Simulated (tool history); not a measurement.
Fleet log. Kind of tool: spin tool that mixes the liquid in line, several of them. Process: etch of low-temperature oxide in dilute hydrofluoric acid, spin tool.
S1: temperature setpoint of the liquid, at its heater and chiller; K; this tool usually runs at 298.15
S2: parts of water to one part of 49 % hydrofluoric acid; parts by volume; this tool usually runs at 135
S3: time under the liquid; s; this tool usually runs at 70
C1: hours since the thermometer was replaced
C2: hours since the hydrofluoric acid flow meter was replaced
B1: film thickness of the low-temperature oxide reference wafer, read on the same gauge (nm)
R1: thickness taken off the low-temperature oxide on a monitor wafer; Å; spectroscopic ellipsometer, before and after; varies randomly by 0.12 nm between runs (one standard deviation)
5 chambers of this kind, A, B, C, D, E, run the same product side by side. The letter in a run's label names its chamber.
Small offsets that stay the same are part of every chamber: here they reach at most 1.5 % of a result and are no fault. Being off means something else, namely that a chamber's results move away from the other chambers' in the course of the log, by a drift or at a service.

run 1B hour=8.4 | S1=298.15 S2=135 S3=70 | C1=428 C2=369.7 | B1=90.016 | R1=184.14
run 2D hour=21.3 | S1=298.15 S2=135 S3=70 | C1=177.7 C2=577.3 | B1=89.997 | R1=181.69
run 3C hour=30 | S1=298.15 S2=135 S3=70 | C1=471 C2=747 | B1=89.964 | R1=180.68
run 4E hour=41 | S1=298.15 S2=135 S3=70 | C1=406.3 C2=209.9 | B1=90.026 | R1=183.29
run 5A hour=48.8 | S1=298.15 S2=135 S3=70 | C1=741.8 C2=56.5 | B1=89.974 | R1=182.08
run 6C hour=61 | S1=298.15 S2=135 S3=70 | C1=502 C2=778 | B1=89.968 | R1=181.1
run 7A hour=70.7 | S1=298.15 S2=135 S3=45 | C1=763.7 C2=78.4 | B1=89.947 | R1=116.8
run 8E hour=83.4 | S1=298.15 S2=135 S3=45 | C1=448.7 C2=252.3 | B1=90.005 | R1=117.8
run 9D hour=92.3 | S1=298.15 S2=135 S3=45 | C1=248.7 C2=648.3 | B1=89.974 | R1=117.95
run 10B hour=102.8 | S1=298.15 S2=135 S3=45 | C1=522.4 C2=464.1 | B1=90.026 | R1=117.92
run 11A hour=115.2 | S1=298.15 S2=135 S3=45 | C1=808.2 C2=122.9 | B1=90.007 | R1=114.56
run 12B hour=122.8 | S1=298.15 S2=135 S3=70 | C1=542.4 C2=484.1 | B1=90.005 | R1=185.55
run 13C hour=129.6 | S1=300.65 S2=135 S3=50 | C1=570.6 C2=846.6 | B1=89.97 | R1=142.95
run 14D hour=137.9 | S1=300.65 S2=135 S3=50 | C1=294.3 C2=693.9 | B1=89.975 | R1=142.11
run 15E hour=146.5 | S1=300.65 S2=135 S3=50 | C1=511.8 C2=315.4 | B1=90.032 | R1=145.82
run 16A hour=154.6 | S1=300.65 S2=135 S3=50 | C1=847.6 C2=162.3 | B1=89.968 | R1=142.55
run 17D hour=168.6 | S1=300.65 S2=135 S3=50 | C1=325 C2=724.6 | B1=89.993 | R1=143.25
-- hour=169.2 chamber D: hydrofluoric acid flow meter replaced
run 18C hour=180 | S1=298.15 S2=135 S3=110 | C1=621 C2=897 | B1=89.992 | R1=285.06
run 19B hour=194.1 | S1=298.15 S2=135 S3=110 | C1=613.7 C2=555.4 | B1=89.988 | R1=290.97
run 20E hour=202.2 | S1=298.15 S2=135 S3=110 | C1=567.5 C2=371.1 | B1=89.997 | R1=292.1
run 21C hour=211.9 | S1=298.15 S2=135 S3=110 | C1=652.9 C2=928.9 | B1=90.032 | R1=285.74
run 22B hour=223.3 | S1=298.15 S2=135 S3=110 | C1=642.9 C2=584.6 | B1=89.961 | R1=287.44
run 23E hour=230 | S1=298.15 S2=135 S3=70 | C1=595.3 C2=398.9 | B1=89.992 | R1=186.86
run 24D hour=238.6 | S1=298.15 S2=135 S3=70 | C1=395 C2=69.4 | B1=89.999 | R1=180.59
run 25A hour=250.3 | S1=298.15 S2=135 S3=70 | C1=943.3 C2=258 | B1=89.971 | R1=181.87
run 26B hour=256.5 | S1=298.15 S2=135 S3=70 | C1=676.1 C2=617.8 | B1=90.034 | R1=183.82
run 27E hour=264.6 | S1=298.15 S2=135 S3=70 | C1=629.9 C2=433.5 | B1=90.027 | R1=189.29
run 28C hour=277.9 | S1=298.15 S2=135 S3=70 | C1=718.9 C2=994.9 | B1=90.001 | R1=182.66
run 29A hour=291.5 | S1=298.15 S2=135 S3=70 | C1=984.5 C2=299.2 | B1=90.051 | R1=181.72
run 30D hour=302.1 | S1=298.15 S2=135 S3=70 | C1=458.5 C2=132.9 | B1=90.035 | R1=180.33
run 31A hour=309.9 | S1=298.15 S2=135 S3=70 | C1=1002.9 C2=317.6 | B1=89.969 | R1=179.58
run 32E hour=320.3 | S1=298.15 S2=135 S3=70 | C1=685.6 C2=489.2 | B1=90.047 | R1=190.45
run 33D hour=328.2 | S1=298.15 S2=135 S3=70 | C1=484.6 C2=159 | B1=90.024 | R1=181.77
run 34B hour=337.8 | S1=298.15 S2=160 S3=50 | C1=757.4 C2=699.1 | B1=90.017 | R1=107.82
run 35C hour=347.4 | S1=298.15 S2=160 S3=50 | C1=788.4 C2=1064.4 | B1=89.989 | R1=106.5
run 36A hour=354.8 | S1=298.15 S2=160 S3=50 | C1=1047.8 C2=362.5 | B1=90.024 | R1=106.31
run 37B hour=364.1 | S1=298.15 S2=160 S3=50 | C1=783.7 C2=725.4 | B1=89.99 | R1=106.27
run 38C hour=375.3 | S1=298.15 S2=160 S3=50 | C1=816.3 C2=1092.3 | B1=90.003 | R1=105.86
run 39D hour=381.9 | S1=302.65 S2=110 S3=70 | C1=538.3 C2=212.7 | B1=89.979 | R1=274.33
run 40E hour=391.4 | S1=302.65 S2=110 S3=70 | C1=756.7 C2=560.3 | B1=90.011 | R1=293.33

All chambers now run identical settings, listed one chamber a line with results as question marks. What results will each chamber show?
run 41A hour=401.5 | S1=298.15 S2=70 S3=70 | R1=?
run 41B hour=401.5 | S1=298.15 S2=70 S3=70 | R1=?
run 41C hour=401.5 | S1=298.15 S2=70 S3=70 | R1=?
run 41D hour=401.5 | S1=298.15 S2=70 S3=70 | R1=?
run 41E hour=401.5 | S1=298.15 S2=70 S3=70 | R1=?

run=41A R1=378.43
run=41B R1=396.21
run=41C R1=383.1
run=41D R1=370.37
run=41E R1=414.28
